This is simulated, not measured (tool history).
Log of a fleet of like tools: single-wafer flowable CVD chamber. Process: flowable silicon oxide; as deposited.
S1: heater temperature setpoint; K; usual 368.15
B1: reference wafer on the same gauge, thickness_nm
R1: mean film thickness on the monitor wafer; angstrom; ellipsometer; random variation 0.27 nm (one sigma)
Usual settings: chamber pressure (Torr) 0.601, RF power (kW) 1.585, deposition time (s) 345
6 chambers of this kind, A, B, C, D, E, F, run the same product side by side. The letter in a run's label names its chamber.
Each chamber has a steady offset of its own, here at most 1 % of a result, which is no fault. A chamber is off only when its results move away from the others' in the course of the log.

{"run": "1E", "hour": 8.3, "S1": 368.15, "chamber pressure (Torr)": 0.601, "RF power (kW)": 1.585, "deposition time (s)": 345, "B1": 138.02, "R1": 1589.9}
{"run": "2A", "hour": 17.9, "S1": 368.15, "chamber pressure (Torr)": 0.601, "RF power (kW)": 1.585, "deposition time (s)": 345, "B1": 138.13, "R1": 1583.0}
{"run": "3B", "hour": 24.0, "S1": 368.15, "chamber pressure (Torr)": 0.601, "RF power (kW)": 1.585, "deposition time (s)": 345, "B1": 138.06, "R1": 1572.5}
{"run": "4C", "hour": 31.0, "S1": 368.15, "chamber pressure (Torr)": 0.601, "RF power (kW)": 1.585, "deposition time (s)": 345, "B1": 138.06, "R1": 1585.0}
{"run": "5D", "hour": 36.8, "S1": 377.15, "chamber pressure (Torr)": 0.601, "RF power (kW)": 1.585, "deposition time (s)": 345, "B1": 138.14, "R1": 1187.8}
{"run": "6F", "hour": 48.9, "S1": 377.15, "chamber pressure (Torr)": 0.601, "RF power (kW)": 1.585, "deposition time (s)": 345, "B1": 138.12, "R1": 1170.5}
{"run": "7B", "hour": 56.1, "S1": 377.15, "chamber pressure (Torr)": 0.601, "RF power (kW)": 1.585, "deposition time (s)": 345, "B1": 138.13, "R1": 1175.4}
{"run": "8A", "hour": 68.2, "S1": 377.15, "chamber pressure (Torr)": 0.601, "RF power (kW)": 1.585, "deposition time (s)": 345, "B1": 138.2, "R1": 1174.4}
{"hour": 74.4, "done": "chamber C: RF generator calibrated"}
{"run": "9E", "hour": 76.3, "S1": 377.15, "chamber pressure (Torr)": 0.601, "RF power (kW)": 1.585, "deposition time (s)": 345, "B1": 138.22, "R1": 1181.8}
{"run": "10C", "hour": 83.6, "S1": 377.15, "chamber pressure (Torr)": 0.601, "RF power (kW)": 1.585, "deposition time (s)": 345, "B1": 138.21, "R1": 1171.0}
{"run": "11D", "hour": 89.5, "S1": 368.15, "chamber pressure (Torr)": 0.601, "RF power (kW)": 1.585, "deposition time (s)": 345, "B1": 138.22, "R1": 1592.0}
{"run": "12F", "hour": 95.8, "S1": 368.15, "chamber pressure (Torr)": 0.601, "RF power (kW)": 1.585, "deposition time (s)": 345, "B1": 138.26, "R1": 1585.4}
{"run": "13B", "hour": 101.8, "S1": 368.15, "chamber pressure (Torr)": 0.601, "RF power (kW)": 1.585, "deposition time (s)": 345, "B1": 138.29, "R1": 1579.8}
{"run": "14F", "hour": 109.6, "S1": 358.15, "chamber pressure (Torr)": 0.671, "RF power (kW)": 1.585, "deposition time (s)": 345, "B1": 138.34, "R1": 2537.1}
{"run": "15A", "hour": 121.8, "S1": 358.15, "chamber pressure (Torr)": 0.671, "RF power (kW)": 1.585, "deposition time (s)": 345, "B1": 138.38, "R1": 2520.0}
{"hour": 123.2, "done": "chamber E: thermocouple changed; heater temperature recalibrated"}
{"run": "16D", "hour": 128.8, "S1": 358.15, "chamber pressure (Torr)": 0.671, "RF power (kW)": 1.585, "deposition time (s)": 345, "B1": 138.31, "R1": 2552.9}
{"run": "17C", "hour": 136.7, "S1": 358.15, "chamber pressure (Torr)": 0.671, "RF power (kW)": 1.585, "deposition time (s)": 345, "B1": 138.39, "R1": 2541.1}
{"run": "18E", "hour": 144.5, "S1": 358.15, "chamber pressure (Torr)": 0.671, "RF power (kW)": 1.585, "deposition time (s)": 345, "B1": 138.41, "R1": 2528.8}
{"run": "19C", "hour": 157.4, "S1": 358.15, "chamber pressure (Torr)": 0.671, "RF power (kW)": 1.585, "deposition time (s)": 345, "B1": 138.43, "R1": 2540.5}
{"hour": 166.1, "done": "chamber B: capacitance manometer re-zeroed and calibrated"}
{"run": "20A", "hour": 169.0, "S1": 368.15, "chamber pressure (Torr)": 0.601, "RF power (kW)": 1.585, "deposition time (s)": 345, "B1": 138.45, "R1": 1586.6}
{"run": "21E", "hour": 177.1, "S1": 382.15, "chamber pressure (Torr)": 0.601, "RF power (kW)": 1.585, "deposition time (s)": 279, "B1": 138.44, "R1": 814.14}
{"run": "22B", "hour": 188.9, "S1": 382.15, "chamber pressure (Torr)": 0.601, "RF power (kW)": 1.585, "deposition time (s)": 279, "B1": 138.56, "R1": 809.71}
{"run": "23F", "hour": 198.6, "S1": 382.15, "chamber pressure (Torr)": 0.601, "RF power (kW)": 1.585, "deposition time (s)": 279, "B1": 138.57, "R1": 804.56}
{"run": "24D", "hour": 210.7, "S1": 382.15, "chamber pressure (Torr)": 0.601, "RF power (kW)": 1.585, "deposition time (s)": 279, "B1": 138.55, "R1": 815.85}
{"run": "25C", "hour": 218.5, "S1": 382.15, "chamber pressure (Torr)": 0.601, "RF power (kW)": 1.585, "deposition time (s)": 279, "B1": 138.62, "R1": 804.22}
{"run": "26E", "hour": 226.4, "S1": 382.15, "chamber pressure (Torr)": 0.601, "RF power (kW)": 1.585, "deposition time (s)": 279, "B1": 138.59, "R1": 816.66}
{"run": "27D", "hour": 238.7, "S1": 368.15, "chamber pressure (Torr)": 0.601, "RF power (kW)": 1.585, "deposition time (s)": 345, "B1": 138.73, "R1": 1602.1}
{"run": "28A", "hour": 248.8, "S1": 368.15, "chamber pressure (Torr)": 0.601, "RF power (kW)": 1.585, "deposition time (s)": 345, "B1": 138.71, "R1": 1586.4}
{"run": "29F", "hour": 259.5, "S1": 368.15, "chamber pressure (Torr)": 0.601, "RF power (kW)": 1.585, "deposition time (s)": 345, "B1": 138.8, "R1": 1597.2}
{"run": "30B", "hour": 270.5, "S1": 368.15, "chamber pressure (Torr)": 0.601, "RF power (kW)": 1.585, "deposition time (s)": 345, "B1": 138.78, "R1": 1589.4}
{"run": "31C", "hour": 278.4, "S1": 368.15, "chamber pressure (Torr)": 0.601, "RF power (kW)": 1.585, "deposition time (s)": 345, "B1": 138.81, "R1": 1593.5}
{"run": "32E", "hour": 288.9, "S1": 368.15, "chamber pressure (Torr)": 0.601, "RF power (kW)": 1.585, "deposition time (s)": 345, "B1": 138.83, "R1": 1592.1}
{"run": "33A", "hour": 299.7, "S1": 368.15, "chamber pressure (Torr)": 0.601, "RF power (kW)": 1.585, "deposition time (s)": 345, "B1": 138.79, "R1": 1593.3}
{"run": "34B", "hour": 307.7, "S1": 368.15, "chamber pressure (Torr)": 0.601, "RF power (kW)": 1.585, "deposition time (s)": 345, "B1": 138.87, "R1": 1591.5}
{"run": "35D", "hour": 316.4, "S1": 368.15, "chamber pressure (Torr)": 0.601, "RF power (kW)": 1.585, "deposition time (s)": 345, "B1": 138.91, "R1": 1607.5}
{"run": "36F", "hour": 324.8, "S1": 368.15, "chamber pressure (Torr)": 0.601, "RF power (kW)": 1.585, "deposition time (s)": 345, "B1": 138.98, "R1": 1597.3}
{"run": "37D", "hour": 334.4, "S1": 368.15, "chamber pressure (Torr)": 0.601, "RF power (kW)": 1.405, "deposition time (s)": 313, "B1": 139.0, "R1": 1400.0}

Is one chamber off against the others, does the gauge drift, or is nothing wrong? If a chamber is off, say which, and what the likeliest cause is.

The gauge drifts, so all chambers seem to drift together. No chamber is off.
Cause: gauge reads high (%) = 0.698.

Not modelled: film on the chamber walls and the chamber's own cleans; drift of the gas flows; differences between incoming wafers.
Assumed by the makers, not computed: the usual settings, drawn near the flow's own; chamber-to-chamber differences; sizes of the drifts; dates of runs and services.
